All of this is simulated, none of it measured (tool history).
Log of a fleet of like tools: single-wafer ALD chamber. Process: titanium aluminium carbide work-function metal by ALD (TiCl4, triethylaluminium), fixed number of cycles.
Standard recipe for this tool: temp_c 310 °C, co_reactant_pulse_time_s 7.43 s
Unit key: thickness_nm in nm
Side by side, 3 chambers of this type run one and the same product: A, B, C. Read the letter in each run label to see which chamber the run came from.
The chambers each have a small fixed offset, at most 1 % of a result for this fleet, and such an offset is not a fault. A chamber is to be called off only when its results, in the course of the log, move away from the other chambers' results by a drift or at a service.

run,hour,temp_c,co_reactant_pulse_time_s,"read-back reference wafer on the same gauge, thickness_nm",thickness_nm
1B,6,310,7.43,1.8007,2.003
2A,11.7,310,7.43,1.8008,1.9899
3C,18.5,310,7.43,1.8008,1.9844
4C,25,310,7.43,1.8017,1.9815
5A,31.1,310,7.43,1.8028,1.9977
6B,36.5,310,7.43,1.8035,2.006
7B,42.8,310,7.43,1.8031,1.9983
8A,48,310,7.43,1.8049,1.9975
9C,51.3,310,7.43,1.8045,1.9836
10B,56.8,310,7.43,1.804,2.0127
11C,62.5,310,7.43,1.8049,1.9854
12A,66.6,310,7.43,1.8056,1.9985
# hour 72.3: chamber C: thermocouple changed; heater temperature recalibrated
13C,73.1,310,7.43,1.8058,1.9833
14B,77.7,310,7.43,1.8058,2.0129
# hour 83.7: chamber C: triethylaluminium bottle replaced
15A,83.9,310,7.43,1.8061,2.0044
16A,87.3,310,7.43,1.8071,2.002
17B,93.3,310,6.29,1.8071,1.9182
18C,97.1,310,6.29,1.8072,1.915
19B,102.8,310,6.29,1.8072,1.9269
20C,108,310,4.56,1.8078,1.7008
21A,112.8,310,4.56,1.8081,1.727
22B,118.3,310,4.56,1.8091,1.7163
23C,122.6,310,7.43,1.8086,1.9883
24A,129.3,317,8.79,1.8095,2.1354
25C,136.4,317,8.79,1.8101,2.117
26B,143.4,317,8.79,1.8113,2.1338
27A,148.1,310,7.43,1.8124,2.008
28B,154.9,310,7.43,1.8117,2.0084

All 3 chambers run these settings next. Forecast each chamber's results:
29A,160,310,7.43,,?
29B,160,310,7.43,,?
29C,160,310,7.43,,?

run,thickness_nm
29A,2.0086
29B,2.0099
29C,1.9941
